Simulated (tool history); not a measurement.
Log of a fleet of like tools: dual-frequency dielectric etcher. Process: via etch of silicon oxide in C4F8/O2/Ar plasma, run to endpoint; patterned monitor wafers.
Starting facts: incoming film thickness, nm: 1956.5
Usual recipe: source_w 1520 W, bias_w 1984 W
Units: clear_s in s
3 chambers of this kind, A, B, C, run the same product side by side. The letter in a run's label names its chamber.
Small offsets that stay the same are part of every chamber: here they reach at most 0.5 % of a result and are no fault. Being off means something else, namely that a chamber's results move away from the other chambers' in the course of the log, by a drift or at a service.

run	hour	source_w	bias_w	clear_s
# hour 2.2: chamber C: source power generator calibrated
1C	7.3	1520	1984	433.33
2B	12	1520	1984	428.95
3A	16.8	1520	1984	428.83
4C	23.8	1520	1984	426.93
5A	28.2	1520	1984	429.9
6B	37	1520	1984	434.9
7A	42.1	1520	1984	432.59
# hour 43.4: chamber C: wet clean of the chamber
8B	50.3	1520	1984	430.61
9C	56	1520	1984	435.79
10B	62	1520	2446	405.67
11A	69.8	1520	2446	412.12
12C	77.1	1520	2446	407.49
13C	83.1	1520	1984	427.06
14B	91.5	1520	1984	435.66
15A	98.1	1520	1984	429.65
16B	103.9	1520	1984	432.49
17C	112.2	1520	1984	430.9
18A	117.6	1520	1984	428.03
19A	123.8	1520	1984	425.32
20C	129.2	1520	1984	430.43
21B	135.4	1520	2154	414.18
22A	142.7	1520	2154	415.71
23C	148.5	1520	2154	420.8
24B	156.1	1520	1984	430.68
25B	164.5	1520	1984	432.52
26C	170.7	1520	1984	428.18
# hour 171: chamber A: wet clean of the chamber
27A	176.8	1520	1984	436.03
28C	182.6	1180	2363	449.88
29A	186.5	1180	2363	449.13
30B	195.4	1180	2363	452.82
31B	199.4	1800	1984	403.65
32C	206.2	1800	1984	401.27
33A	212	1800	1984	404.21
34B	217	1520	1984	428.12
35A	225.4	1520	1984	435.2
36C	232.4	1520	1984	428.14
37A	239.2	1520	1984	426.73
38C	245.5	1520	1984	432.87
39B	250.4	1520	1984	428.15
40B	256.2	1520	1984	427.6

What goes on in this fleet: one chamber off, a drifting gauge, or nothing beyond the chambers' own small offsets? Name the chamber and the cause, if any.

The fleet is healthy, with each chamber sitting at its usual small offset and no drift in the gauge.
